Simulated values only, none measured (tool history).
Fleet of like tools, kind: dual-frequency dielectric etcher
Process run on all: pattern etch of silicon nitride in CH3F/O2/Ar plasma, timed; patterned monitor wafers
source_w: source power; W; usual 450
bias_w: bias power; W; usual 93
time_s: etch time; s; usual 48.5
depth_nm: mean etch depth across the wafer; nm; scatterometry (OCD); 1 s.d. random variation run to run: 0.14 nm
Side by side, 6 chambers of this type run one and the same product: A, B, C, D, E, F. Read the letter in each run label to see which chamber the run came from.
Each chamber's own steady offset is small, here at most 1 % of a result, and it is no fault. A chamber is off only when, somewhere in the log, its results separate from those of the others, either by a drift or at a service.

run,day,source_w,bias_w,time_s,"read-back reference wafer on the same gauge, depth_nm",depth_nm
1F,0.238,450,93,48.5,43.6,38.982
2C,0.492,450,93,48.5,43.617,38.403
3D,0.658,450,93,48.5,43.6,39.053
4E,0.975,450,93,48.5,43.602,38.911
5A,1.192,450,93,48.5,43.592,39.312
6B,1.4,450,93,48.5,43.633,39.029
7D,1.554,450,93,48.5,43.633,39.047
8C,1.742,450,93,48.5,43.576,38.632
9A,1.904,450,93,48.5,43.609,39.155
10F,2.171,450,93,48.5,43.624,38.873
11B,2.338,450,93,48.5,43.581,38.786
12E,2.621,450,93,48.5,43.574,38.731
13A,2.904,450,93,48.5,43.596,39.308
14E,3.125,450,93,48.5,43.632,38.691
15D,3.3,450,93,40,43.625,32.214
16B,3.546,450,93,40,43.589,32.031
17F,3.7,450,93,40,43.592,32.003
# day 3.862: chamber E: wet clean of the chamber
18C,3.9,450,93,40,43.59,31.774
# day 3.933: chamber E: bias power generator calibrated
19B,4.233,450,93,40,43.598,32.102
# day 4.408: chamber C: source power generator calibrated
20C,4.408,450,93,40,43.609,31.827
21F,4.662,450,93,48.5,43.614,39.095
22E,4.921,450,93,48.5,43.601,37.153
23A,5.129,450,93,48.5,43.629,39.381
24D,5.429,450,93,48.5,43.591,39.043
# day 5.488: chamber A: source power generator calibrated
25C,5.712,450,93,48.5,43.627,38.57
26A,5.892,450,93,48.5,43.613,39.018
27B,6.175,450,93,48.5,43.613,38.788
28E,6.388,450,93,48.5,43.575,37.602
29D,6.683,450,93,48.5,43.605,39.232
30F,6.85,450,93,48.5,43.61,39.129
31E,7.054,450,93,60,43.596,46.176
32D,7.358,450,93,60,43.6,48.183
33C,7.625,450,93,60,43.623,47.728
34F,7.796,450,93,60,43.564,48.398
35A,7.954,450,93,60,43.584,48.407
36B,8.158,450,93,60,43.62,48.239

All 6 chambers run these settings next. Forecast each chamber's results:
37A,8.4,450,85,48.5,,?
37B,8.4,450,85,48.5,,?
37C,8.4,450,85,48.5,,?
37D,8.4,450,85,48.5,,?
37E,8.4,450,85,48.5,,?
37F,8.4,450,85,48.5,,?

run,depth_nm
37A,37.819
37B,37.794
37C,37.189
37D,37.792
37E,36.168
37F,37.764
